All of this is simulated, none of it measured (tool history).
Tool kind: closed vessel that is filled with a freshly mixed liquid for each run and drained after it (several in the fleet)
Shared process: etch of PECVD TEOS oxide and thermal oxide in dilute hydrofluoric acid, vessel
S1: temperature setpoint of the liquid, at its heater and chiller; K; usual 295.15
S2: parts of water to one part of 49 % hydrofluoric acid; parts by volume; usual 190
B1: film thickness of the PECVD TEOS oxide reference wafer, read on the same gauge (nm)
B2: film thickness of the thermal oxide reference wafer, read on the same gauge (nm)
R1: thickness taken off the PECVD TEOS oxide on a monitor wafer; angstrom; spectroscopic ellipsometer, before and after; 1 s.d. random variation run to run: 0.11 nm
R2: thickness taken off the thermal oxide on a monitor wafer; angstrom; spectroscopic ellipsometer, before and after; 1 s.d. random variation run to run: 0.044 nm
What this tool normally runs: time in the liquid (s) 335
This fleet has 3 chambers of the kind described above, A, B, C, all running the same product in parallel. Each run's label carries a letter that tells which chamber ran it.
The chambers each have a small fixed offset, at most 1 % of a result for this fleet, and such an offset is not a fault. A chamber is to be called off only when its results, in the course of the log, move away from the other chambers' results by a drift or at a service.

{"run": "1A", "day": 0.446, "S1": 295.15, "S2": 190, "time in the liquid (s)": 335, "B1": 140.02, "B2": 129.97, "R1": 251.78, "R2": 68.349}
{"run": "2B", "day": 0.904, "S1": 295.15, "S2": 190, "time in the liquid (s)": 335, "B1": 140.01, "B2": 130.03, "R1": 247.97, "R2": 67.744}
{"run": "3C", "day": 1.142, "S1": 295.15, "S2": 190, "time in the liquid (s)": 335, "B1": 140.01, "B2": 129.99, "R1": 250.54, "R2": 67.713}
{"run": "4B", "day": 1.612, "S1": 295.15, "S2": 190, "time in the liquid (s)": 335, "B1": 140.02, "B2": 130.03, "R1": 250.99, "R2": 68.195}
{"run": "5A", "day": 2.125, "S1": 295.15, "S2": 190, "time in the liquid (s)": 335, "B1": 140.0, "B2": 129.99, "R1": 250.34, "R2": 66.84}
{"run": "6C", "day": 2.592, "S1": 295.15, "S2": 190, "time in the liquid (s)": 335, "B1": 139.97, "B2": 129.98, "R1": 250.14, "R2": 68.479}
{"run": "7B", "day": 2.908, "S1": 295.15, "S2": 190, "time in the liquid (s)": 335, "B1": 139.99, "B2": 130.01, "R1": 249.56, "R2": 68.392}
{"run": "8C", "day": 3.267, "S1": 295.15, "S2": 190, "time in the liquid (s)": 335, "B1": 140.0, "B2": 130.0, "R1": 251.54, "R2": 67.749}
{"run": "9A", "day": 3.608, "S1": 295.15, "S2": 190, "time in the liquid (s)": 335, "B1": 139.98, "B2": 130.0, "R1": 251.16, "R2": 68.369}
{"day": 3.692, "done": "chamber A: thermometer replaced"}
{"run": "10B", "day": 4.075, "S1": 295.15, "S2": 190, "time in the liquid (s)": 335, "B1": 140.01, "B2": 129.97, "R1": 250.75, "R2": 68.659}
{"run": "11C", "day": 4.471, "S1": 295.15, "S2": 190, "time in the liquid (s)": 500, "B1": 140.0, "B2": 130.03, "R1": 379.43, "R2": 102.43}
{"run": "12A", "day": 4.996, "S1": 295.15, "S2": 190, "time in the liquid (s)": 500, "B1": 139.97, "B2": 130.0, "R1": 373.63, "R2": 100.65}
{"run": "13B", "day": 5.242, "S1": 295.15, "S2": 190, "time in the liquid (s)": 500, "B1": 140.01, "B2": 130.0, "R1": 374.52, "R2": 101.67}
{"run": "14C", "day": 5.479, "S1": 295.15, "S2": 190, "time in the liquid (s)": 335, "B1": 139.99, "B2": 130.01, "R1": 256.15, "R2": 69.318}
{"run": "15A", "day": 5.85, "S1": 295.15, "S2": 190, "time in the liquid (s)": 335, "B1": 140.02, "B2": 130.0, "R1": 251.36, "R2": 66.808}
{"run": "16A", "day": 6.1, "S1": 295.15, "S2": 190, "time in the liquid (s)": 175, "B1": 139.99, "B2": 130.03, "R1": 131.46, "R2": 35.043}
{"run": "17C", "day": 6.558, "S1": 295.15, "S2": 190, "time in the liquid (s)": 175, "B1": 140.0, "B2": 130.01, "R1": 134.79, "R2": 36.622}
{"run": "18B", "day": 7.0, "S1": 295.15, "S2": 190, "time in the liquid (s)": 175, "B1": 140.02, "B2": 130.0, "R1": 131.71, "R2": 35.64}
{"run": "19A", "day": 7.483, "S1": 295.15, "S2": 190, "time in the liquid (s)": 335, "B1": 139.99, "B2": 129.96, "R1": 252.07, "R2": 67.844}
{"run": "20B", "day": 7.8, "S1": 295.15, "S2": 190, "time in the liquid (s)": 470, "B1": 140.01, "B2": 130.02, "R1": 349.43, "R2": 94.672}
{"day": 7.875, "done": "chamber B: hydrofluoric acid flow meter replaced"}
{"run": "21C", "day": 8.05, "S1": 295.15, "S2": 190, "time in the liquid (s)": 470, "B1": 140.01, "B2": 130.0, "R1": 365.31, "R2": 97.327}
{"run": "22C", "day": 8.338, "S1": 295.15, "S2": 190, "time in the liquid (s)": 470, "B1": 140.01, "B2": 129.98, "R1": 366.65, "R2": 100.16}
{"run": "23B", "day": 8.75, "S1": 295.15, "S2": 190, "time in the liquid (s)": 335, "B1": 140.0, "B2": 130.02, "R1": 248.85, "R2": 67.776}
{"run": "24A", "day": 9.254, "S1": 295.15, "S2": 190, "time in the liquid (s)": 335, "B1": 139.98, "B2": 129.98, "R1": 250.58, "R2": 68.384}
{"run": "25B", "day": 9.729, "S1": 296.65, "S2": 190, "time in the liquid (s)": 230, "B1": 139.98, "B2": 129.99, "R1": 179.83, "R2": 49.431}

Read the log: is a single chamber off, either drifting away or since a service, is the gauge that measures every chamber drifting, or is nothing wrong beyond small per-chamber offsets? Name any odd chamber and what most likely caused it.

One chamber, C, drifts off from the rest bit by bit.
What lies behind it: hydrofluoric acid flow above the setpoint (%) = 5.39.
The log may not separate it from: liquid hotter than its thermometer reads (K).

Here are 4 candidates for chamber C's next run, each the usual settings with a change, their results left as question marks. Which one brings its results back in line with what the others give on the usual settings?
To be in line, a result may differ from the other chambers' mean on the usual settings by at most: R1 3.80 angstrom; R2 1.600 angstrom
{"run": "26C-1", "day": 10.108, "S1": 295.15, "S2": 180, "time in the liquid (s)": 350, "R1": "?", "R2": "?"}
{"run": "26C-2", "day": 10.108, "S1": 295.15, "S2": 185, "time in the liquid (s)": 345, "R1": "?", "R2": "?"}
{"run": "26C-3", "day": 10.108, "S1": 295.15, "S2": 200, "time in the liquid (s)": 320, "R1": "?", "R2": "?"}
{"run": "26C-4", "day": 10.108, "S1": 295.15, "S2": 195, "time in the liquid (s)": 325, "R1": "?", "R2": "?"}

What the other chambers average on the usual settings: R1 250.47 angstrom; R2 67.876 angstrom
run=26C-1 R1=295.67 R2=79.437
run=26C-2 R1=282.27 R2=75.839
run=26C-3 R1=238.86 R2=64.175
run=26C-4 R1=249.95 R2=67.154
Change 26C-4 lands the chamber within the allowed miss of the other chambers.
